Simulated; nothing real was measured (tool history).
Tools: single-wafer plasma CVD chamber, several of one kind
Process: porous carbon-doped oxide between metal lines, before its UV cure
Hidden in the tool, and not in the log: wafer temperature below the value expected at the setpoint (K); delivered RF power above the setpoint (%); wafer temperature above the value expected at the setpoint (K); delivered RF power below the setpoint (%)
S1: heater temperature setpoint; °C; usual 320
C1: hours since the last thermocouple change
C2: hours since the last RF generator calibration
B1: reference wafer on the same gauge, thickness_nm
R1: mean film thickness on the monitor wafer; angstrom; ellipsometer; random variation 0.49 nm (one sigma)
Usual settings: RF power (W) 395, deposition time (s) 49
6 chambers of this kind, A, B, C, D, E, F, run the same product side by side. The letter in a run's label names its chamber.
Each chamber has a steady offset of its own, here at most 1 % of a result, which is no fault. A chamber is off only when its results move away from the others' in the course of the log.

Run 1B, hour 13.9: usual settings; C1 1347.2; C2 453.2; B1 185.09. Result: R1 1967.1 angstrom.
Run 2E, hour 26.4: usual settings; C1 1241; C2 660.8; B1 185.04. Result: R1 1976.1 angstrom.
Run 3A, hour 35.3: usual settings; C1 1231.2; C2 1039.8; B1 185.06. Result: R1 1988.3 angstrom.
Run 4C, hour 44.6: usual settings; C1 1501.2; C2 912.5; B1 185.18. Result: R1 1974.9 angstrom.
Run 5D, hour 53.7: usual settings; C1 2252; C2 821.1; B1 184.98. Result: R1 1978.8 angstrom.
Run 6F, hour 63.1: usual settings; C1 644.7; C2 1685.5; B1 185.15. Result: R1 1965.2 angstrom.
Run 7A, hour 75: usual settings; C1 1270.9; C2 1079.5; B1 184.97. Result: R1 1984.2 angstrom.
Run 8F, hour 88.8: usual settings; C1 670.4; C2 1711.2; B1 185.03. Result: R1 1972.8 angstrom.
Run 9C, hour 102.4: usual settings but S1 308 °C, deposition time (s) 55.9; C1 1559; C2 970.3; B1 184.91. Result: R1 2381.3 angstrom.
Run 10E, hour 111.3: usual settings but S1 308 °C, deposition time (s) 55.9; C1 1325.9; C2 745.7; B1 184.95. Result: R1 2398 angstrom.
Run 11D, hour 124.8: usual settings but S1 308 °C, deposition time (s) 55.9; C1 2323.1; C2 892.2; B1 185. Result: R1 2388.3 angstrom.
Run 12B, hour 133.1: usual settings but S1 308 °C, deposition time (s) 55.9; C1 1466.4; C2 572.4; B1 184.91. Result: R1 2389.4 angstrom.
Run 13E, hour 139.9: usual settings but S1 308 °C, deposition time (s) 55.9; C1 1354.5; C2 774.3; B1 185.03. Result: R1 2413.4 angstrom.
Run 14A, hour 153.7: usual settings but S1 308 °C, deposition time (s) 55.9; C1 1349.6; C2 1158.2; B1 185.05. Result: R1 2411 angstrom.
Run 15C, hour 160.7: usual settings; C1 1617.3; C2 1028.6; B1 185.03. Result: R1 1969.7 angstrom.
Run 16D, hour 167.1: usual settings; C1 2365.4; C2 934.5; B1 185.09. Result: R1 1965.6 angstrom.
At hour 169.8: chamber F: RF generator calibrated.
Run 17F, hour 174.5: usual settings but deposition time (s) 58.4; C1 756.1; C2 4.7; B1 185.04. Result: R1 2346.9 angstrom.
At hour 179.7: chamber B: thermocouple changed; heater temperature recalibrated.
Run 18B, hour 182: usual settings but deposition time (s) 58.4; C1 2.3; C2 621.3; B1 184.99. Result: R1 2272.4 angstrom.
Run 19A, hour 195: usual settings but deposition time (s) 58.4; C1 1390.9; C2 1199.5; B1 184.93. Result: R1 2360.4 angstrom.
Run 20E, hour 204.8: usual settings but deposition time (s) 58.4; C1 1419.4; C2 839.2; B1 185.02. Result: R1 2355.3 angstrom.
At hour 214.9: chamber C: RF generator calibrated.
Run 21C, hour 218.1: usual settings but deposition time (s) 58.4; C1 1674.7; C2 3.2; B1 184.92. Result: R1 2347.5 angstrom.
Run 22B, hour 230.3: usual settings but deposition time (s) 58.4; C1 50.6; C2 669.6; B1 185.05. Result: R1 2284.2 angstrom.
Run 23F, hour 239.1: usual settings; C1 820.7; C2 69.3; B1 185.01. Result: R1 1975.4 angstrom.
Run 24D, hour 245.3: usual settings; C1 2443.6; C2 1012.7; B1 184.93. Result: R1 1968.6 angstrom.
Run 25A, hour 252.8: usual settings; C1 1448.7; C2 1257.3; B1 185.14. Result: R1 1984.6 angstrom.
Run 26E, hour 264.7: usual settings; C1 1479.3; C2 899.1; B1 185. Result: R1 1984.6 angstrom.
Run 27B, hour 271.1: usual settings; C1 91.4; C2 710.4; B1 184.97. Result: R1 1925.5 angstrom.
Run 28D, hour 283.9: usual settings but S1 330 °C; C1 2482.2; C2 1051.3; B1 185.09. Result: R1 1874.4 angstrom.
Run 29C, hour 291.4: usual settings but S1 330 °C; C1 1748; C2 76.5; B1 185.07. Result: R1 1872.3 angstrom.
Run 30F, hour 305: usual settings but S1 330 °C; C1 886.6; C2 135.2; B1 185.04. Result: R1 1879.4 angstrom.
Run 31D, hour 315.1: usual settings but S1 330 °C; C1 2513.4; C2 1082.5; B1 184.92. Result: R1 1878.8 angstrom.
Run 32E, hour 327.8: usual settings but S1 330 °C; C1 1542.4; C2 962.2; B1 185.07. Result: R1 1884.7 angstrom.
At hour 331: chamber C: thermocouple changed; heater temperature recalibrated.
Run 33C, hour 339.4: usual settings but S1 330 °C; C1 8.4; C2 124.5; B1 184.98. Result: R1 1887.2 angstrom.
Run 34F, hour 349.7: usual settings; C1 931.3; C2 179.9; B1 185.01. Result: R1 1959.3 angstrom.
Run 35A, hour 360.1: usual settings but RF power (W) 325, deposition time (s) 40.4; C1 1556; C2 1364.6; B1 184.93. Result: R1 1404.1 angstrom.
Run 36B, hour 369.5: usual settings but RF power (W) 325, deposition time (s) 40.4; C1 189.8; C2 808.8; B1 185.08. Result: R1 1368 angstrom.
Run 37B, hour 377.1: usual settings but RF power (W) 325, deposition time (s) 40.4; C1 197.4; C2 816.4; B1 185.05. Result: R1 1379.4 angstrom.

Is one chamber off against the others, does the gauge drift, or is nothing wrong? If a chamber is off, say which, and what the likeliest cause is.

A service left chamber B off against the others.
Cause: wafer temperature above the value expected at the setpoint (K) = 4.08.

Here are 4 candidates for chamber B's next run, each the usual settings with a change, their results left as question marks. Which one brings its results back in line with what the others give on the usual settings?
In line means no further than this from the other chambers' mean on the usual settings: R1 17 angstrom
Run 38B-1, hour 387.2: usual settings but RF power (W) 400. Result: R1 ?.
Run 38B-2, hour 387.2: usual settings but S1 315 °C. Result: R1 ?.
Run 38B-3, hour 387.2: usual settings but RF power (W) 390. Result: R1 ?.
Run 38B-4, hour 387.2: usual settings but S1 321 °C, RF power (W) 385. Result: R1 ?.

The other chambers' mean on the usual settings: R1 1976.5 angstrom
  run      R1
38B-1    1944
38B-2  1974.4
38B-3  1907.5
38B-4  1879.9
38B-2 brings the chamber back in line.

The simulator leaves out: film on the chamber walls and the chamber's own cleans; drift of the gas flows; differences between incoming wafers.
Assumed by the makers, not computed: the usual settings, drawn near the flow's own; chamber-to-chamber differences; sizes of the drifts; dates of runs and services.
